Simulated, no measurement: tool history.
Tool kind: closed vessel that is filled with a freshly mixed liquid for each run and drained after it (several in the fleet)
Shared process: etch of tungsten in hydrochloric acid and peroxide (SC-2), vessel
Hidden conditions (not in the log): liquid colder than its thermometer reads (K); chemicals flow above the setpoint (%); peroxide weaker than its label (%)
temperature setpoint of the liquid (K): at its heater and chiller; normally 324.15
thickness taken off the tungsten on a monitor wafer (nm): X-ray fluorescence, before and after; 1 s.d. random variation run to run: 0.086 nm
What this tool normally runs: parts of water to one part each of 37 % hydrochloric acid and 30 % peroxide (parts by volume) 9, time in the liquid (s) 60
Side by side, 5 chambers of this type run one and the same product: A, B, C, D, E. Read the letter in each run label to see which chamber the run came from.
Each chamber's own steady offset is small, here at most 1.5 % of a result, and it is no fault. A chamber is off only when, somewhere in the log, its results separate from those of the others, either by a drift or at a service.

run   hour  temperature setpoint of the liquid (K)  parts of water to one part each of 37 % hydrochloric acid and 30 % peroxide (parts by volume)  time in the liquid (s)  hours since the thermometer was replaced  hours since the chemicals flow meter was replaced  hours since the drum of peroxide was connected  read-back film thickness of the tungsten reference wafer, read on the same gauge (nm)  thickness taken off the tungsten on a monitor wafer (nm)
 1D      5                                  324.15                                                                                              9                      60                                     448.5                                             1218.8                                           192.2                                                                                 90.005                                                    12.073
 2C     10                                  324.15                                                                                              9                      60                                    1324.8                                             1270.5                                           340.8                                                                                 90.004                                                    12.318
 3E   14.7                                  324.15                                                                                              9                      60                                     798.6                                             1700.4                                           865.7                                                                                 89.952                                                    12.291
 4A   19.6                                  324.15                                                                                              9                      60                                       401                                              286.6                                          1018.3                                                                                 89.968                                                    12.242
 5B   26.6                                  320.15                                                                                              9                      60                                     102.8                                              640.8                                           122.4                                                                                 89.997                                                    9.3882
 6A   31.4                                  320.15                                                                                              9                      60                                     412.8                                              298.4                                          1030.1                                                                                 89.993                                                    9.4626
 7E   37.8                                  320.15                                                                                              9                      60                                     821.7                                             1723.5                                           888.8                                                                                 90.014                                                    9.4498
 8B   45.8                                  320.15                                                                                              9                      60                                       122                                                660                                           141.6                                                                                 90.003                                                    9.5065
 9D   50.4                                  320.15                                                                                              9                      60                                     493.9                                             1264.2                                           237.6                                                                                 90.033                                                    9.4193
10C     59                                  324.15                                                                                              9                      40                                    1373.8                                             1319.5                                           389.8                                                                                 90.009                                                    8.2137
11E   63.7                                  324.15                                                                                              9                      40                                     847.6                                             1749.4                                           914.7                                                                                     90                                                    8.1356
12D   69.3                                  324.15                                                                                              9                      40                                     512.8                                             1283.1                                           256.5                                                                                 89.949                                                    8.1212
13B   74.4                                  324.15                                                                                              9                      40                                     150.6                                              688.6                                           170.2                                                                                 90.047                                                    8.1716
14A   79.8                                  324.15                                                                                              9                      40                                     461.2                                              346.8                                          1078.5                                                                                 89.988                                                    8.1759
      86.8  -- chamber A: new drum of peroxide connected
15C   88.4                                  324.15                                                                                              9                      60                                    1403.2                                             1348.9                                           419.2                                                                                 89.994                                                    12.399
16D   95.3                                  333.15                                                                                              9                      35                                     538.8                                             1309.1                                           282.5                                                                                 89.957                                                    12.753
17A  103.1                                  333.15                                                                                              9                      35                                     484.5                                              370.1                                            16.4                                                                                  89.99                                                    12.862
18B  107.5                                  333.15                                                                                              9                      35                                     183.7                                              721.7                                           203.3                                                                                 89.989                                                    12.727
19C  115.3                                  333.15                                                                                              9                      35                                    1430.1                                             1375.8                                           446.1                                                                                 90.009                                                    12.761
20E    121                                  333.15                                                                                              9                      35                                     904.9                                             1806.7                                             972                                                                                 90.007                                                    12.739
     126.1  -- chamber A: chemicals flow meter replaced
21E  126.9                                  324.15                                                                                           11.5                      60                                     910.8                                             1812.6                                           977.9                                                                                 90.019                                                    10.004
22D  135.6                                  324.15                                                                                           11.5                      60                                     579.1                                             1349.4                                           322.8                                                                                 90.022                                                    10.059
23A  144.4                                  324.15                                                                                           11.5                      60                                     525.8                                               18.3                                            57.7                                                                                 89.991                                                    10.035
24B  149.7                                  324.15                                                                                           11.5                      60                                     225.9                                              763.9                                           245.5                                                                                 89.988                                                    10.062
25C  154.4                                  324.15                                                                                           11.5                      60                                    1469.2                                             1414.9                                           485.2                                                                                  89.96                                                    10.047
26A  159.2                                  324.15                                                                                              9                      60                                     540.6                                               33.1                                            72.5                                                                                 90.019                                                     12.13
27B  163.4                                  324.15                                                                                              9                      60                                     239.6                                              777.6                                           259.2                                                                                 90.006                                                    12.382
28C  171.1                                  324.15                                                                                              9                      60                                    1485.9                                             1431.6                                           501.9                                                                                  89.99                                                    12.374
29E  176.6                                  324.15                                                                                              9                      60                                     960.5                                             1862.3                                          1027.6                                                                                 90.019                                                    12.119
30D  184.5                                  324.15                                                                                              9                      60                                       628                                             1398.3                                           371.7                                                                                 89.997                                                    12.239
     186.2  -- chamber E: new drum of peroxide connected
31A  190.8                                  324.15                                                                                              9                      60                                     572.2                                               64.7                                           104.1                                                                                 90.003                                                    12.361
     196.5  -- chamber B: chemicals flow meter replaced
32C  197.2                                  324.15                                                                                              9                      60                                      1512                                             1457.7                                             528                                                                                 90.023                                                    12.268
33B  203.9                                  324.15                                                                                              9                      60                                     280.1                                                7.4                                           299.7                                                                                 89.987                                                    12.192
     204.9  -- chamber D: new drum of peroxide connected
34E  209.9                                  324.15                                                                                              9                      60                                     993.8                                             1895.6                                            23.7                                                                                 89.999                                                    12.261
35D  214.5                                  324.15                                                                                              9                      60                                       658                                             1428.3                                             9.7                                                                                 89.966                                                    12.342
36B  218.4                                  324.15                                                                                              9                      60                                     294.6                                               21.9                                           314.2                                                                                  89.98                                                     12.37
37D  223.8                                  324.15                                                                                              9                      60                                     667.3                                             1437.6                                              19                                                                                 89.966                                                    12.236
38A  229.2                                  324.15                                                                                              7                      60                                     610.6                                              103.1                                           142.5                                                                                 89.994                                                    14.933
39E  237.4                                  324.15                                                                                              7                      60                                    1021.3                                             1923.1                                            51.2                                                                                 90.004                                                    14.796
40C  243.4                                  324.15                                                                                              7                      60                                    1558.2                                             1503.9                                           574.2                                                                                 89.952                                                    15.098

The same settings go to every chamber for the next run, one line per chamber below. Forecast the results for each:
41A  249.8                                  324.15                                                                                              9                      60                                                                                                                                                                                                                                                                                             ?
41B  249.8                                  324.15                                                                                              9                      60                                                                                                                                                                                                                                                                                             ?
41C  249.8                                  324.15                                                                                              9                      60                                                                                                                                                                                                                                                                                             ?
41D  249.8                                  324.15                                                                                              9                      60                                                                                                                                                                                                                                                                                             ?
41E  249.8                                  324.15                                                                                              9                      60                                                                                                                                                                                                                                                                                             ?

run  thickness taken off the tungsten on a monitor wafer (nm)
41A                                                    12.178
41B                                                    12.368
41C                                                    12.514
41D                                                    12.247
41E                                                    12.102
